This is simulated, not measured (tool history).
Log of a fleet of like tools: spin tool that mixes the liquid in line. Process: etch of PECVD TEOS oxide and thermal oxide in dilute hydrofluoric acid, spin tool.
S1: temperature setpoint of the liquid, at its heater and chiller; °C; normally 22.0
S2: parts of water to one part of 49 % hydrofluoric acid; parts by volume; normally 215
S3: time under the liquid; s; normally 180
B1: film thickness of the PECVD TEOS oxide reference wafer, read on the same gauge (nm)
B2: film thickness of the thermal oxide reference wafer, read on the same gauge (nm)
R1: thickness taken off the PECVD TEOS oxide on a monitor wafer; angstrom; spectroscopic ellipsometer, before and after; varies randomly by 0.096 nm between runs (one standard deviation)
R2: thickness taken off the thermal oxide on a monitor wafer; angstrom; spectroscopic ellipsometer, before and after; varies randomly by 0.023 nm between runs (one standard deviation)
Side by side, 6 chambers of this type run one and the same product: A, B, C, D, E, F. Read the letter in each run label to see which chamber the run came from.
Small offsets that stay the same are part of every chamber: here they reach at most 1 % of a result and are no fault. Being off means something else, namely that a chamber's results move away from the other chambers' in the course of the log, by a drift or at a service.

run,hour,S1,S2,S3,B1,B2,R1,R2
1E,10.9,22.0,215,180,59.971,99.976,104.240,31.879
2F,26.9,22.0,215,180,60.024,99.999,103.820,31.656
3C,43.4,22.0,215,180,60.007,100.000,103.050,31.880
4A,52.6,22.0,215,180,59.995,100.000,106.460,31.617
5D,60.9,22.0,215,180,59.977,99.963,103.490,31.615
6B,71.4,22.0,215,180,59.983,100.030,104.710,31.871
7C,86.2,22.0,215,180,60.043,100.000,106.610,31.378
8E,102.2,22.0,215,180,59.975,100.000,106.150,32.136
9D,112.0,22.0,215,180,60.033,100.040,105.450,31.376
10F,120.2,27.0,215,80,60.006,99.988,55.289,16.482
# hour 127.1: chamber A: thermometer replaced
11A,136.8,27.0,215,80,60.009,99.980,56.773,16.475
12B,147.6,27.0,215,80,59.995,100.010,55.269,16.767
# hour 158.4: chamber B: thermometer replaced
13E,164.2,27.0,215,80,59.987,99.981,55.562,17.005
14C,180.3,27.0,215,80,59.997,100.000,56.252,16.845
15F,190.2,27.0,215,80,60.014,100.020,56.471,16.800
16A,198.3,24.5,215,115,60.042,99.999,73.924,21.772
17D,210.8,24.5,215,115,60.020,99.996,73.798,22.166
18B,226.7,24.5,215,115,60.047,100.050,73.361,22.296
19E,238.8,24.5,215,115,59.965,99.996,73.843,22.330
# hour 246.7: chamber A: hydrofluoric acid flow meter replaced
20C,247.1,24.5,215,115,59.954,100.020,72.283,22.216
21F,260.0,24.5,215,115,59.991,99.988,73.275,21.964
22D,268.0,22.0,215,180,59.963,99.989,106.450,31.422
23B,281.2,22.0,215,180,60.035,99.977,103.610,32.010
24A,289.7,22.0,215,180,59.991,99.984,103.530,31.073
25D,304.6,22.0,215,180,60.017,99.998,103.340,31.746
26F,313.6,22.0,215,180,59.974,99.984,104.000,31.555
27B,320.9,22.0,215,180,59.985,100.010,104.100,32.160
28E,336.4,20.0,215,180,59.988,100.000,99.443,29.348
29C,346.5,20.0,215,180,60.021,100.010,95.421,29.445
30A,355.2,20.0,215,180,60.026,100.020,96.445,29.049
31D,371.6,20.0,215,180,59.986,100.020,97.985,29.737
32B,387.2,20.0,215,180,60.005,99.986,96.067,29.426
33A,399.4,20.0,215,180,59.994,99.986,96.609,28.885
34F,409.1,22.0,215,180,59.968,99.985,104.620,31.618
# hour 411.2: chamber C: thermometer replaced
35E,421.7,22.0,215,180,60.004,99.989,104.970,32.164
36C,433.9,17.5,215,180,60.020,99.995,88.454,26.835
37A,444.9,17.5,215,180,60.024,100.040,88.686,25.999
38F,455.3,17.5,215,180,60.054,100.020,89.463,26.288
39E,467.9,17.5,215,180,59.975,99.992,88.276,26.931
40D,483.2,17.5,215,180,60.008,99.964,89.192,26.848
41C,492.7,17.5,215,180,59.975,100.010,87.557,26.432
42B,501.9,22.0,215,180,60.038,99.970,105.240,31.647
43B,517.8,18.0,215,130,60.002,100.010,63.473,19.778

Decide between three cases: one chamber stands off from its peers, the gauge reading all wafers drifts, or nothing is wrong past each chamber's small offset. Where a chamber is off, say which and what most likely put it there.

No chamber is off and the gauge is stable; the differences are just each chamber's small, constant offset.
